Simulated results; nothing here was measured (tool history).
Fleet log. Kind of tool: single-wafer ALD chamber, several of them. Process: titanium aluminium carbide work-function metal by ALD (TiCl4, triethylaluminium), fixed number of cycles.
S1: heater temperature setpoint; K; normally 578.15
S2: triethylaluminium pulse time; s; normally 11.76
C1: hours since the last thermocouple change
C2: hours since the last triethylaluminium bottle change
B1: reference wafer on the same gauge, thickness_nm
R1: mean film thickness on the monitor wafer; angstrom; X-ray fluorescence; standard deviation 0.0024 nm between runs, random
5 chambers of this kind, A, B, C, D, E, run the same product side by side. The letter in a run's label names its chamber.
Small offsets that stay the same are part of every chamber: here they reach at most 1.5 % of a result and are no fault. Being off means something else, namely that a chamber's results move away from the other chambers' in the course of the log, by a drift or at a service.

run	day	S1	S2	C1	C2	B1	R1
1E	0.1	578.15	11.76	502	405.6	2.1802	20.607
2B	0.267	578.15	11.76	331	653.9	2.1801	20.699
3D	0.438	578.15	11.76	901	515.6	2.1811	20.921
4C	0.638	578.15	11.76	1742.6	1129.5	2.1819	20.768
5A	0.804	573.15	11.76	34.5	1016.7	2.1816	20.132
6D	0.983	573.15	11.76	914.1	528.7	2.1817	20.513
7B	1.083	573.15	11.76	350.6	673.5	2.1816	20.236
8E	1.246	573.15	11.76	529.5	433.1	2.1822	20.199
9C	1.442	573.15	11.76	1761.9	1148.8	2.1829	20.351
10A	1.571	578.15	11.76	52.9	1035.1	2.1827	20.629
11C	1.746	578.15	8.16	1769.2	1156.1	2.1827	19.868
12B	1.933	578.15	8.16	371	693.9	2.1829	19.802
13A	2.083	578.15	8.16	65.2	1047.4	2.1837	19.739
14E	2.246	578.15	8.16	553.5	457.1	2.1837	19.788
15D	2.358	578.15	8.16	947.1	561.7	2.1842	20.062
16A	2.546	578.15	11.76	76.3	1058.5	2.1848	20.673
17C	2.642	578.15	11.76	1790.7	1177.6	2.1846	20.789
18B	2.833	578.15	11.76	392.6	715.5	2.1847	20.747
19D	3.042	578.15	11.76	963.5	578.1	2.1852	20.97
20E	3.242	578.15	11.76	577.4	481	2.1854	20.707
21E	3.412	582.15	9.26	581.5	485.1	2.1866	20.487
22A	3.612	582.15	9.26	101.9	1084.1	2.1867	20.469
23C	3.792	582.15	9.26	1818.3	1205.2	2.1862	20.684
24D	3.988	582.15	9.26	986.2	600.8	2.1872	20.804
25B	4.1	582.15	9.26	423	745.9	2.1869	20.547
26A	4.288	578.15	11.76	118.1	1100.3	2.1872	20.681
27C	4.404	578.15	11.76	1833	1219.9	2.1876	20.829
28E	4.558	578.15	11.76	609	512.6	2.188	20.722
29B	4.738	578.15	11.76	438.3	761.2	2.1886	20.779
30D	4.921	578.15	11.76	1008.6	623.2	2.1892	20.999
31C	5.033	578.15	11.76	1848.1	1235	2.1888	20.884
32A	5.221	578.15	8.7	140.5	1122.7	2.1891	19.981
33E	5.354	578.15	8.7	628.1	531.7	2.189	19.983
34B	5.483	578.15	8.7	456.2	779.1	2.1893	20.073
35D	5.604	578.15	8.7	1025	639.6	2.1897	20.332
36E	5.788	578.15	8.7	638.5	542.1	2.1896	20.049

Which is it: a chamber that has drifted or been left off by a service, a gauge drift common to all chambers, or only each chamber's usual small offset? If a chamber is off, name it and its likeliest cause.

No chamber is off; the gauge reading every chamber's wafers drifts, which makes the whole fleet appear to move together.
What lies behind it: gauge reads high (%) = 0.482.
